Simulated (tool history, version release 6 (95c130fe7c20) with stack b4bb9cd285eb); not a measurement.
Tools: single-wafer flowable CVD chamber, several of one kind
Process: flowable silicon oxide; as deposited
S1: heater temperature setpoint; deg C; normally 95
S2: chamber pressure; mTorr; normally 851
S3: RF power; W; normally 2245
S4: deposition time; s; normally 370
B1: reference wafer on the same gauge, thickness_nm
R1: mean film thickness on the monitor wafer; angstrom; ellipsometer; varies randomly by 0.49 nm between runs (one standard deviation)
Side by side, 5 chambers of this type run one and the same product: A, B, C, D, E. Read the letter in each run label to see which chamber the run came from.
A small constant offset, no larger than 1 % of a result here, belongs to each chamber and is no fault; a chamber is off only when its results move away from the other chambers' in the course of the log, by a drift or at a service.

run 1D hour=7.4 | S1=95 S2=851 S3=2245 S4=370 | B1=348.92 | R1=2930.6
run 2E hour=16.2 | S1=95 S2=851 S3=2245 S4=370 | B1=348.78 | R1=2923.2
run 3B hour=24.0 | S1=95 S2=851 S3=2245 S4=370 | B1=348.70 | R1=2933.1
run 4C hour=31.6 | S1=95 S2=851 S3=2245 S4=370 | B1=348.86 | R1=2951.1
-- hour=35.0 chamber E: capacitance manometer re-zeroed and calibrated
run 5A hour=39.9 | S1=95 S2=851 S3=2245 S4=370 | B1=348.77 | R1=2939.5
run 6D hour=49.6 | S1=95 S2=851 S3=2245 S4=370 | B1=348.80 | R1=2914.3
run 7B hour=61.9 | S1=95 S2=851 S3=2245 S4=370 | B1=348.65 | R1=2934.4
run 8E hour=69.3 | S1=87 S2=729 S3=2245 S4=370 | B1=348.56 | R1=3068.0
run 9A hour=82.5 | S1=87 S2=729 S3=2245 S4=370 | B1=348.49 | R1=3118.9
run 10C hour=96.0 | S1=87 S2=729 S3=2245 S4=370 | B1=348.34 | R1=3113.7
-- hour=106.6 chamber D: RF generator calibrated
run 11B hour=107.9 | S1=87 S2=729 S3=2245 S4=370 | B1=348.31 | R1=3096.8
run 12A hour=115.8 | S1=87 S2=729 S3=2245 S4=370 | B1=348.28 | R1=3116.2
run 13D hour=123.6 | S1=102 S2=851 S3=2685 S4=370 | B1=348.21 | R1=2376.2
run 14C hour=134.3 | S1=102 S2=851 S3=2685 S4=370 | B1=347.98 | R1=2383.4
run 15E hour=142.0 | S1=102 S2=851 S3=2685 S4=370 | B1=348.01 | R1=2367.2
run 16D hour=153.2 | S1=102 S2=851 S3=2685 S4=370 | B1=347.89 | R1=2368.4
run 17E hour=162.6 | S1=102 S2=851 S3=2685 S4=370 | B1=347.88 | R1=2369.9
run 18B hour=172.2 | S1=95 S2=851 S3=2245 S4=370 | B1=347.92 | R1=2942.1
run 19C hour=182.2 | S1=95 S2=851 S3=2505 S4=370 | B1=347.89 | R1=2995.4
run 20A hour=194.2 | S1=95 S2=851 S3=2505 S4=370 | B1=347.83 | R1=2974.3
run 21C hour=206.2 | S1=95 S2=851 S3=2505 S4=370 | B1=347.52 | R1=2985.9
run 22B hour=218.9 | S1=95 S2=851 S3=2505 S4=370 | B1=347.57 | R1=2977.1
-- hour=227.2 chamber E: thermocouple changed; heater temperature recalibrated
run 23D hour=231.6 | S1=95 S2=851 S3=2505 S4=370 | B1=347.43 | R1=2954.0
run 24A hour=244.2 | S1=95 S2=851 S3=2245 S4=370 | B1=347.34 | R1=2922.6
run 25E hour=255.6 | S1=95 S2=851 S3=2245 S4=370 | B1=347.25 | R1=2886.4
run 26B hour=268.4 | S1=95 S2=851 S3=2245 S4=370 | B1=347.08 | R1=2930.0
run 27D hour=280.7 | S1=95 S2=946 S3=2245 S4=435 | B1=347.08 | R1=3908.2
run 28A hour=289.3 | S1=95 S2=946 S3=2245 S4=435 | B1=347.21 | R1=3910.0
run 29E hour=296.4 | S1=95 S2=946 S3=2245 S4=435 | B1=346.88 | R1=3874.7
run 30C hour=308.4 | S1=95 S2=946 S3=2245 S4=435 | B1=346.98 | R1=3932.9
run 31B hour=319.3 | S1=95 S2=946 S3=2245 S4=435 | B1=346.86 | R1=3933.1
run 32C hour=326.4 | S1=95 S2=851 S3=2245 S4=370 | B1=346.67 | R1=2934.1
run 33D hour=332.6 | S1=95 S2=851 S3=2245 S4=370 | B1=346.86 | R1=2912.1
run 34A hour=345.7 | S1=95 S2=851 S3=2245 S4=370 | B1=346.57 | R1=2914.7

Which is it: a chamber that has drifted or been left off by a service, a gauge drift common to all chambers, or only each chamber's usual small offset? If a chamber is off, name it and its likeliest cause.

The gauge drifts, so all chambers seem to drift together. No chamber is off.
Cause: gauge reads low (%) = 0.689.

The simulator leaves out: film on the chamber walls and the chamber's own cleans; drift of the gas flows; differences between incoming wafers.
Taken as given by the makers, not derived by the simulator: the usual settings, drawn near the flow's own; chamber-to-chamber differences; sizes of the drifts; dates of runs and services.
